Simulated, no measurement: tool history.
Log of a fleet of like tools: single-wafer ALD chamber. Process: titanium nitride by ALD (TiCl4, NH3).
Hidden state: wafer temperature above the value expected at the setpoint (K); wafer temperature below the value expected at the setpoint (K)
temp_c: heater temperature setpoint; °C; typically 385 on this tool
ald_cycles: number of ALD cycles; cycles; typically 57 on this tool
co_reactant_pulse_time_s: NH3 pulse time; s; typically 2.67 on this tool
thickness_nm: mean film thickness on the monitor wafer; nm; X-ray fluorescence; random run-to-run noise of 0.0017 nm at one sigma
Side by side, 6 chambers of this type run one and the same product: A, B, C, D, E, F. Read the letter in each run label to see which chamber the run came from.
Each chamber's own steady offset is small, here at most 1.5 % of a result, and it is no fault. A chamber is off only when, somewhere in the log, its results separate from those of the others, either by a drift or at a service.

run,hour,temp_c,ald_cycles,co_reactant_pulse_time_s,hours since the last thermocouple change,"read-back reference wafer on the same gauge, thickness_nm",thickness_nm
1A,10.3,385,57,2.67,2120.8,1.3103,1.25
2B,19.4,385,57,2.67,1061.9,1.3105,1.2447
3F,26.5,385,57,2.67,159,1.3106,1.2639
4C,39.8,385,57,2.67,133.1,1.3105,1.2632
5E,50.9,385,48,1.72,1601,1.311,1.0343
6D,60,385,48,1.72,1491.2,1.3114,1.0267
7A,69.4,385,48,1.72,2179.9,1.3116,1.0333
8F,79.1,385,48,1.72,211.6,1.3113,1.0439
9B,88.4,385,48,1.72,1130.9,1.3114,1.0283
10E,99.2,385,48,1.72,1649.3,1.3113,1.0356
11C,111.7,385,57,2.67,205,1.3117,1.2606
12D,120.6,385,57,2.67,1551.8,1.312,1.2477
13E,130.8,385,57,2.67,1680.9,1.3126,1.2559
14D,141.1,385,57,2.67,1572.3,1.3123,1.2463
15C,148.9,385,57,2.67,242.2,1.3124,1.2636
16F,158.4,385,57,3.39,290.9,1.313,1.2819
17B,170.1,385,57,3.39,1212.6,1.3129,1.2595
18A,176.3,385,57,3.39,2286.8,1.3133,1.2696
19D,188.2,385,57,3.39,1619.4,1.3131,1.2587
20A,195.9,385,57,3.39,2306.4,1.3132,1.2706
21C,204.8,385,57,3.39,298.1,1.3137,1.2769
22B,216.9,385,57,2.67,1259.4,1.3138,1.2493
23F,228.4,391,57,3.11,360.9,1.3138,1.2803
24E,238.8,391,57,3.11,1788.9,1.3139,1.2697
25A,246,391,57,3.11,2356.5,1.3147,1.2684
26E,253.8,391,57,3.11,1803.9,1.3142,1.2687
27C,265.8,391,57,3.11,359.1,1.3145,1.2764
28D,276.4,391,57,3.11,1707.6,1.3143,1.2624
29B,285.6,385,57,2.67,1328.1,1.3148,1.2488
30F,294.3,385,57,2.67,426.8,1.3152,1.273
31E,307.3,385,57,2.67,1857.4,1.3158,1.2591
32B,320.3,385,57,2.67,1362.8,1.3161,1.253
33A,328.6,385,57,2.67,2439.1,1.3157,1.2543
34F,335.2,385,57,2.67,467.7,1.3158,1.2726
35D,345.3,385,57,2.67,1776.5,1.3161,1.2494
36C,352.6,373,57,2.15,445.9,1.3166,1.2407
37E,362,373,57,2.15,1912.1,1.3156,1.2356
38C,375.3,373,57,2.15,468.6,1.3164,1.2378
39F,385.5,373,57,2.15,518,1.317,1.2452
40A,398.4,373,57,2.15,2508.9,1.3164,1.2312
41B,406.5,373,57,2.15,1449,1.3171,1.2251

Does one chamber stand apart from the rest, does the shared gauge drift, or is all well apart from small per-chamber offsets? Give the chamber and the most likely cause, where there is one.

The shared gauge is drifting. All chambers look as if they move in step, but none is off.
Most likely cause: gauge reads high (%) = 0.549.
